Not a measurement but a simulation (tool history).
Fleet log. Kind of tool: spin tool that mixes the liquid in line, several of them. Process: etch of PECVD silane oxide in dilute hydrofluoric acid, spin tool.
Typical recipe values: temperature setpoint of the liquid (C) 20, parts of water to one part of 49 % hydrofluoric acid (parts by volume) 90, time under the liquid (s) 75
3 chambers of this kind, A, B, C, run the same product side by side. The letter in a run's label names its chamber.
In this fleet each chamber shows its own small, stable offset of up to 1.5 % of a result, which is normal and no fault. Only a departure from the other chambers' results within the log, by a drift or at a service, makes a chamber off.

run	hour	temperature setpoint of the liquid (C)	parts of water to one part of 49 % hydrofluoric acid (parts by volume)	time under the liquid (s)	hours since the thermometer was replaced	hours since the hydrofluoric acid flow meter was replaced	read-back film thickness of the PECVD silane oxide reference wafer, read on the same gauge (nm)	thickness taken off the PECVD silane oxide on a monitor wafer (angstrom)
1C	5.7	20	90	75	1007.0	380.9	29.983	213.84
2A	15.5	20	90	75	474.9	759.4	29.970	212.11
3B	28.4	20	90	75	1287.0	2143.8	30.011	212.58
4B	35.7	20	90	75	1294.3	2151.1	30.022	211.82
5C	41.8	20	90	75	1043.1	417.0	29.980	212.41
6A	52.0	20	90	75	511.4	795.9	29.989	211.20
7B	65.3	20	90	75	1323.9	2180.7	30.034	213.98
8A	71.3	20	90	75	530.7	815.2	30.016	211.38
9C	77.8	22	90	75	1079.1	453.0	29.999	231.60
10C	87.9	22	90	75	1089.2	463.1	29.989	234.57
11A	99.3	22	90	75	558.7	843.2	29.995	228.41
12B	109.9	20	90	75	1368.5	2225.3	30.020	212.32
13B	122.2	20	90	75	1380.8	2237.6	30.013	211.36
14A	130.4	20	90	75	589.8	874.3	29.997	210.78
15C	143.4	20	90	75	1144.7	518.6	30.017	217.37
16A	152.8	20	90	75	612.2	896.7	29.994	210.19
17B	158.8	20	90	75	1417.4	2274.2	30.011	212.10
18C	166.0	20	90	75	1167.3	541.2	30.029	217.53
19B	176.0	20	90	75	1434.6	2291.4	30.023	212.63
20A	182.2	20	90	75	641.6	926.1	29.997	210.94
21C	194.5	20	90	75	1195.8	569.7	30.026	218.68
22B	205.0	20	90	75	1463.6	2320.4	29.996	212.13
23A	213.1	20	90	75	672.5	957.0	29.963	210.87
24C	218.9	20	90	75	1220.2	594.1	30.022	218.49
25C	231.8	20	90	75	1233.1	607.0	30.007	220.23
26B	243.4	20	90	75	1502.0	2358.8	30.003	213.55

Next, every chamber runs the same settings. What will each give?
27A	252.9	20	90	50				?
27B	252.9	20	90	50				?
27C	252.9	20	90	50				?

run	thickness taken off the PECVD silane oxide on a monitor wafer (angstrom)
27A	141.08
27B	141.58
27C	148.14
